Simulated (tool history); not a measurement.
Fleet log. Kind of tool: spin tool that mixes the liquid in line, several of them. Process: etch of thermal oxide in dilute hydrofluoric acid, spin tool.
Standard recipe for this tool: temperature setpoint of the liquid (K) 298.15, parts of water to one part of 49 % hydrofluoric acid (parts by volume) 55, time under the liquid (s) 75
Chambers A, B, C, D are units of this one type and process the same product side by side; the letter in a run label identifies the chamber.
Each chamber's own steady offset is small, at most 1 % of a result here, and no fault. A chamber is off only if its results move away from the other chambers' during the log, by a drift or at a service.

run	hour	temperature setpoint of the liquid (K)	parts of water to one part of 49 % hydrofluoric acid (parts by volume)	time under the liquid (s)	hours since the thermometer was replaced	hours since the hydrofluoric acid flow meter was replaced	read-back film thickness of the thermal oxide reference wafer, read on the same gauge (nm)	thickness taken off the thermal oxide on a monitor wafer (Å)
1B	10.8	298.15	55	75	170	69.2	139.96	70.906
2D	18.3	298.15	55	75	724.9	695.9	140	71.427
3A	24.1	298.15	55	75	1051.6	757.5	140	71.188
4C	29.5	298.15	55	75	1476	375.6	140.02	71.062
5A	41.9	298.15	55	75	1069.4	775.3	140.02	71.296
6D	54.1	298.15	55	75	760.7	731.7	140.04	72.008
7C	59.6	298.15	55	75	1506.1	405.7	139.96	70.437
8B	65.3	298.15	55	75	224.5	123.7	140.02	70.97
9C	73.2	298.15	55	75	1519.7	419.3	140.02	70.839
10D	83.6	301.15	55	75	790.2	761.2	139.99	80.87
11B	90.5	301.15	55	75	249.7	148.9	140	80.23
12A	98.3	301.15	55	75	1125.8	831.7	140.01	79.879
13C	108.4	301.15	55	75	1554.9	454.5	140.03	80.337
14D	120.9	298.15	55	75	827.5	798.5	139.99	71.263
15B	132.1	298.15	55	75	291.3	190.5	139.98	70.147
16A	137.8	298.15	55	75	1165.3	871.2	139.99	71.615
17B	148.6	298.15	70	75	307.8	207	140.02	54.132
# hour 150.4: chamber C: hydrofluoric acid flow meter replaced
18A	156.9	298.15	70	75	1184.4	890.3	140.01	54.691
19C	163.8	298.15	70	75	1610.3	13.4	139.99	55.385
20D	172.2	298.15	70	75	878.8	849.8	139.99	55.571
21A	181	300.15	40	75	1208.5	914.4	140.01	108.41
22C	187	300.15	40	75	1633.5	36.6	139.98	108.65
23D	198.3	300.15	40	75	904.9	875.9	140.04	107.7
24B	205	300.15	40	75	364.2	263.4	139.97	108.34
25A	217.1	298.15	55	75	1244.6	950.5	139.98	71.39
26C	229.8	298.15	55	75	1676.3	79.4	140	71.754
# hour 230.1: chamber A: hydrofluoric acid flow meter replaced
27B	236.9	298.15	55	75	396.1	295.3	140	70.78
28D	249.2	298.15	55	75	955.8	926.8	140.01	70.962
29A	259.8	298.15	55	75	1287.3	29.8	139.96	70.36

Is one chamber out of step, is the gauge drifting, or do the chambers differ by no more than their own small offsets? For an off chamber, give its letter and the likeliest cause.

Beyond each chamber's small constant offset nothing stands out, and the gauge stays steady.
